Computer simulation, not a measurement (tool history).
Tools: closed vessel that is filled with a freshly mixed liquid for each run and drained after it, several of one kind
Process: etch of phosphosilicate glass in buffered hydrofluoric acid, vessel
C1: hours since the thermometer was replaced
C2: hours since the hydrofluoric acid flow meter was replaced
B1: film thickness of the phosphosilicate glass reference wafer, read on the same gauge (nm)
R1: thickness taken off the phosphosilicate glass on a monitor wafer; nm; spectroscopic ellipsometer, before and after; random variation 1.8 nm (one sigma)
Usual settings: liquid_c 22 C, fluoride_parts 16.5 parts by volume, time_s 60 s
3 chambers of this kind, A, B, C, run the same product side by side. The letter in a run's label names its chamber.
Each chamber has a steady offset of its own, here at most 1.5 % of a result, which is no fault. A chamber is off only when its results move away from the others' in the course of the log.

{"run": "1C", "hour": 4.3, "liquid_c": 22, "fluoride_parts": 16.5, "time_s": 60, "C1": 1573.2, "C2": 946.2, "B1": 140, "R1": 269.43}
{"run": "2A", "hour": 8.8, "liquid_c": 22, "fluoride_parts": 16.5, "time_s": 60, "C1": 418.5, "C2": 155.1, "B1": 139.99, "R1": 273.84}
{"run": "3B", "hour": 11.0, "liquid_c": 22, "fluoride_parts": 16.5, "time_s": 60, "C1": 1442.4, "C2": 526.5, "B1": 140.01, "R1": 266.97}
{"run": "4B", "hour": 14.4, "liquid_c": 22, "fluoride_parts": 16.5, "time_s": 60, "C1": 1445.8, "C2": 529.9, "B1": 140, "R1": 267.1}
{"run": "5A", "hour": 18.5, "liquid_c": 22, "fluoride_parts": 16.5, "time_s": 60, "C1": 428.2, "C2": 164.8, "B1": 140, "R1": 272.19}
{"run": "6C", "hour": 21.0, "liquid_c": 22, "fluoride_parts": 16.5, "time_s": 60, "C1": 1589.9, "C2": 962.9, "B1": 139.97, "R1": 272.12}
{"run": "7A", "hour": 23.5, "liquid_c": 22, "fluoride_parts": 16.5, "time_s": 60, "C1": 433.2, "C2": 169.8, "B1": 139.98, "R1": 272.48}
{"run": "8C", "hour": 27.5, "liquid_c": 22, "fluoride_parts": 16.5, "time_s": 60, "C1": 1596.4, "C2": 969.4, "B1": 140, "R1": 269.4}
{"run": "9B", "hour": 31.1, "liquid_c": 22, "fluoride_parts": 16.5, "time_s": 60, "C1": 1462.5, "C2": 546.6, "B1": 139.96, "R1": 267.63}
{"run": "10B", "hour": 35.4, "liquid_c": 22, "fluoride_parts": 22.5, "time_s": 60, "C1": 1466.8, "C2": 550.9, "B1": 139.97, "R1": 202.45}
{"run": "11A", "hour": 39.1, "liquid_c": 22, "fluoride_parts": 22.5, "time_s": 60, "C1": 448.8, "C2": 185.4, "B1": 140, "R1": 208.35}
{"run": "12C", "hour": 43.3, "liquid_c": 22, "fluoride_parts": 22.5, "time_s": 60, "C1": 1612.2, "C2": 985.2, "B1": 140.02, "R1": 204.2}
{"run": "13C", "hour": 47.6, "liquid_c": 22, "fluoride_parts": 16.5, "time_s": 60, "C1": 1616.5, "C2": 989.5, "B1": 139.98, "R1": 272.37}
{"run": "14B", "hour": 51.0, "liquid_c": 22, "fluoride_parts": 16.5, "time_s": 60, "C1": 1482.4, "C2": 566.5, "B1": 140.02, "R1": 266.09}
{"run": "15A", "hour": 54.4, "liquid_c": 22, "fluoride_parts": 16.5, "time_s": 60, "C1": 464.1, "C2": 200.7, "B1": 139.96, "R1": 272.38}
{"run": "16A", "hour": 57.4, "liquid_c": 22, "fluoride_parts": 16.5, "time_s": 60, "C1": 467.1, "C2": 203.7, "B1": 140.01, "R1": 268.67}
{"run": "17B", "hour": 59.8, "liquid_c": 18, "fluoride_parts": 21.5, "time_s": 60, "C1": 1491.2, "C2": 575.3, "B1": 140, "R1": 165.4}
{"run": "18C", "hour": 64.4, "liquid_c": 18, "fluoride_parts": 21.5, "time_s": 60, "C1": 1633.3, "C2": 1006.3, "B1": 139.97, "R1": 171.08}
{"run": "19A", "hour": 67.9, "liquid_c": 18, "fluoride_parts": 21.5, "time_s": 60, "C1": 477.6, "C2": 214.2, "B1": 140.04, "R1": 171.86}
{"run": "20C", "hour": 71.9, "liquid_c": 22, "fluoride_parts": 16.5, "time_s": 60, "C1": 1640.8, "C2": 1013.8, "B1": 140.01, "R1": 271.35}
{"run": "21B", "hour": 74.1, "liquid_c": 22, "fluoride_parts": 16.5, "time_s": 60, "C1": 1505.5, "C2": 589.6, "B1": 139.99, "R1": 265.86}
{"run": "22B", "hour": 77.5, "liquid_c": 22, "fluoride_parts": 16.5, "time_s": 60, "C1": 1508.9, "C2": 593, "B1": 139.98, "R1": 269.13}

Is one chamber off against the others, does the gauge drift, or is nothing wrong? If a chamber is off, say which, and what the likeliest cause is.

No chamber stands off beyond its own small offset, and the gauge holds steady.
